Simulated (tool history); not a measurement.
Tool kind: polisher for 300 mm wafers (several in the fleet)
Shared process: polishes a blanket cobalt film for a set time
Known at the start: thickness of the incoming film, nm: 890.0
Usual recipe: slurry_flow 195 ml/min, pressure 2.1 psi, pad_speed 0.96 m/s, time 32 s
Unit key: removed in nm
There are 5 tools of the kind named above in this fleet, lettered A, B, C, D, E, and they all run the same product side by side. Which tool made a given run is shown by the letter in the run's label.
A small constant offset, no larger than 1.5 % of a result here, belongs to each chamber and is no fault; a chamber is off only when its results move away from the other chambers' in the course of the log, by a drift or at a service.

At hour 2.1: chamber D: head pressure recalibrated.
At hour 3.1: chamber B: head pressure recalibrated.
Run 1A, hour 9.0: usual settings. Result: removed 169.430 nm.
At hour 11.6: chamber E: worn pad replaced by a new one.
Run 2B, hour 18.6: usual settings. Result: removed 170.000 nm.
Run 3C, hour 28.0: usual settings. Result: removed 171.330 nm.
Run 4E, hour 36.1: usual settings. Result: removed 169.690 nm.
At hour 37.5: chamber A: slurry nozzle cleaned.
Run 5D, hour 41.7: usual settings. Result: removed 170.760 nm.
Run 6E, hour 48.7: usual settings. Result: removed 172.210 nm.
At hour 58.2: chamber D: worn pad replaced by a new one.
At hour 59.8: chamber B: worn pad replaced by a new one.
Run 7A, hour 59.9: usual settings. Result: removed 172.530 nm.
Run 8C, hour 67.2: usual settings. Result: removed 169.930 nm.
At hour 73.6: chamber A: worn pad replaced by a new one.
Run 9B, hour 75.4: usual settings but time 40 s. Result: removed 216.680 nm.
Run 10D, hour 84.9: usual settings but time 40 s. Result: removed 216.740 nm.
At hour 86.1: chamber E: worn pad replaced by a new one.
Run 11E, hour 92.0: usual settings but time 40 s. Result: removed 210.830 nm.
At hour 93.5: chamber C: worn pad replaced by a new one.
Run 12D, hour 100.5: usual settings but time 40 s. Result: removed 217.460 nm.
At hour 110.3: chamber A: head pressure recalibrated.
Run 13B, hour 111.3: usual settings but time 40 s. Result: removed 214.070 nm.
At hour 121.9: chamber C: head pressure recalibrated.
Run 14A, hour 123.1: usual settings. Result: removed 166.940 nm.
Run 15C, hour 132.0: usual settings. Result: removed 186.560 nm.
Run 16A, hour 140.4: usual settings. Result: removed 168.020 nm.
At hour 146.6: chamber D: worn pad replaced by a new one.
Run 17B, hour 148.0: usual settings. Result: removed 170.240 nm.
At hour 150.6: chamber A: worn pad replaced by a new one.
At hour 156.7: chamber E: worn pad replaced by a new one.
Run 18C, hour 157.0: usual settings. Result: removed 182.750 nm.
Run 19D, hour 163.9: usual settings. Result: removed 173.160 nm.
Run 20E, hour 170.1: usual settings. Result: removed 170.910 nm.
At hour 172.6: chamber B: worn pad replaced by a new one.
Run 21C, hour 181.2: usual settings. Result: removed 182.750 nm.
Run 22E, hour 188.1: usual settings. Result: removed 174.700 nm.
Run 23D, hour 195.4: usual settings but pad_speed 0.70 m/s, time 23 s. Result: removed 89.995 nm.
At hour 195.8: chamber C: slurry nozzle cleaned.
Run 24B, hour 204.1: usual settings but pad_speed 0.70 m/s, time 23 s. Result: removed 89.700 nm.
At hour 208.9: chamber C: worn pad replaced by a new one.
At hour 213.4: chamber A: worn pad replaced by a new one.
Run 25A, hour 215.8: usual settings but pad_speed 0.70 m/s, time 23 s. Result: removed 90.460 nm.
At hour 221.8: chamber E: worn pad replaced by a new one.
Run 26D, hour 227.4: usual settings but pad_speed 0.70 m/s, time 23 s. Result: removed 88.790 nm.
At hour 229.1: chamber D: worn pad replaced by a new one.
Run 27E, hour 239.2: usual settings but pad_speed 0.70 m/s, time 23 s. Result: removed 91.423 nm.
Run 28A, hour 249.0: usual settings. Result: removed 171.440 nm.
Run 29B, hour 254.7: usual settings. Result: removed 170.410 nm.
Run 30C, hour 261.5: usual settings but pressure 2.4 psi, pad_speed 1.16 m/s. Result: removed 259.560 nm.
Run 31B, hour 267.6: usual settings but pressure 2.4 psi, pad_speed 1.16 m/s. Result: removed 235.660 nm.
At hour 272.9: chamber A: slurry nozzle cleaned.
At hour 273.0: chamber A: worn pad replaced by a new one.
Run 32E, hour 277.0: usual settings but pressure 2.4 psi, pad_speed 1.16 m/s. Result: removed 235.750 nm.
Run 33C, hour 287.8: usual settings but pressure 2.4 psi, pad_speed 1.16 m/s. Result: removed 258.830 nm.
Run 34D, hour 297.7: usual settings but pressure 2.4 psi, pad_speed 1.16 m/s. Result: removed 242.410 nm.
Run 35A, hour 307.6: usual settings. Result: removed 169.300 nm.
At hour 315.5: chamber D: worn pad replaced by a new one.
Run 36A, hour 317.6: usual settings but pad_speed 0.80 m/s. Result: removed 136.920 nm.
Run 37D, hour 329.4: usual settings but pad_speed 0.80 m/s. Result: removed 146.240 nm.

Is one chamber off against the others, does the gauge drift, or is nothing wrong? If a chamber is off, say which, and what the likeliest cause is.

A service on chamber C put it out of line with the rest.
Likeliest cause: head's pressure above its setpoint, % = 7.88.

Below are 4 candidate recipes for chamber C's next run, each the usual settings with a change, their results shown as question marks. Which of them brings C's results back in line with what the other chambers give on the usual settings?
To be in line, a result may differ from the other chambers' mean on the usual settings by at most: removed 7.400 nm
Run 38C-1, hour 338.1: usual settings but pressure 2.2 psi, pad_speed 0.98 m/s, time 33 s. Result: removed ?.
Run 38C-2, hour 338.1: usual settings but pad_speed 0.88 m/s, time 29 s. Result: removed ?.
Run 38C-3, hour 338.1: usual settings but pad_speed 0.88 m/s. Result: removed ?.
Run 38C-4, hour 338.1: usual settings but slurry_flow 200 ml/min, pressure 2.5 psi. Result: removed ?.

Usual-settings mean across the other chambers: removed 171.710 nm
  run  removed
38C-1  206.080
38C-2  155.560
38C-3  171.650
38C-4  223.000
Change 38C-3 lands the chamber within the allowed miss of the other chambers.
